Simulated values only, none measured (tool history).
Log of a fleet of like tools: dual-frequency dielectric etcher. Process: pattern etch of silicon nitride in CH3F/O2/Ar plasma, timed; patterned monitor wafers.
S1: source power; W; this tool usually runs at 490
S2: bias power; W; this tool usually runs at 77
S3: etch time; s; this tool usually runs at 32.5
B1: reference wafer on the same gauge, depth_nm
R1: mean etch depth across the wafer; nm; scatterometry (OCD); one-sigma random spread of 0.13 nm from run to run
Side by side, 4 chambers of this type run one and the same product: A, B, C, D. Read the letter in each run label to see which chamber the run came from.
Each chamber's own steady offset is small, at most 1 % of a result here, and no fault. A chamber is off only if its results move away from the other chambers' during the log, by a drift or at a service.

run	hour	S1	S2	S3	B1	R1
1D	5.1	490	77	32.5	23.121	25.315
2C	7.7	490	77	32.5	23.076	25.295
3A	9.9	490	77	32.5	23.090	25.029
4B	14.1	490	77	32.5	23.117	25.281
5C	18.2	490	77	32.5	23.123	25.123
6B	22.2	490	77	32.5	23.092	25.361
7D	24.9	550	77	29.0	23.063	23.286
8A	29.4	550	77	29.0	23.114	23.352
9B	32.8	550	77	29.0	23.056	23.459
10D	36.8	550	77	29.0	23.064	23.695
11C	39.5	580	91	32.5	23.072	28.470
12A	43.5	580	91	32.5	23.117	28.325
# hour 44.5: chamber A: wet clean of the chamber
13B	46.0	580	91	32.5	23.091	28.398
14C	49.6	580	91	32.5	23.105	28.443
15A	52.0	490	77	32.5	23.087	24.803
16D	55.2	490	77	32.5	23.127	25.315
17B	57.8	490	77	32.5	23.086	25.389
18A	61.0	490	77	32.5	23.089	25.099
19D	65.2	490	77	32.5	23.089	25.196
20C	69.8	490	77	32.5	23.100	25.084
21A	73.8	490	77	32.5	23.138	25.175
22B	78.6	490	77	32.5	23.115	25.244
23C	82.2	560	77	32.5	23.119	26.377
24D	85.6	560	77	32.5	23.132	26.494
25D	87.9	560	77	32.5	23.119	26.628
26B	91.2	560	77	32.5	23.090	26.674
27A	95.8	490	77	32.5	23.107	25.049
28C	99.4	490	77	32.5	23.100	25.292
29B	103.7	490	77	28.0	23.084	21.948
30C	106.0	490	77	28.0	23.083	21.578
31D	109.5	490	77	28.0	23.101	21.775
32A	114.4	490	77	28.0	23.134	21.647
33C	118.1	490	77	32.5	23.094	25.313
# hour 121.5: chamber D: wet clean of the chamber
34D	123.1	490	77	32.5	23.095	25.183
35A	126.7	490	77	32.5	23.125	24.888
36B	130.9	490	77	32.5	23.070	25.342
37D	134.3	490	77	32.5	23.137	25.493
38C	138.3	490	77	32.5	23.109	25.287
39B	141.7	490	77	32.5	23.109	25.074
40A	145.3	490	77	32.5	23.098	24.794
41B	147.9	490	77	32.5	23.102	25.297
42D	153.0	490	77	32.5	23.096	25.341
43C	157.0	490	77	32.5	23.107	25.150

Each of the 4 chambers runs these same settings next. Fill in every chamber's results:
44A	160.7	490	94	32.5		?
44B	160.7	490	94	32.5		?
44C	160.7	490	94	32.5		?
44D	160.7	490	94	32.5		?

run	R1
44A	26.845
44B	27.146
44C	26.999
44D	27.102
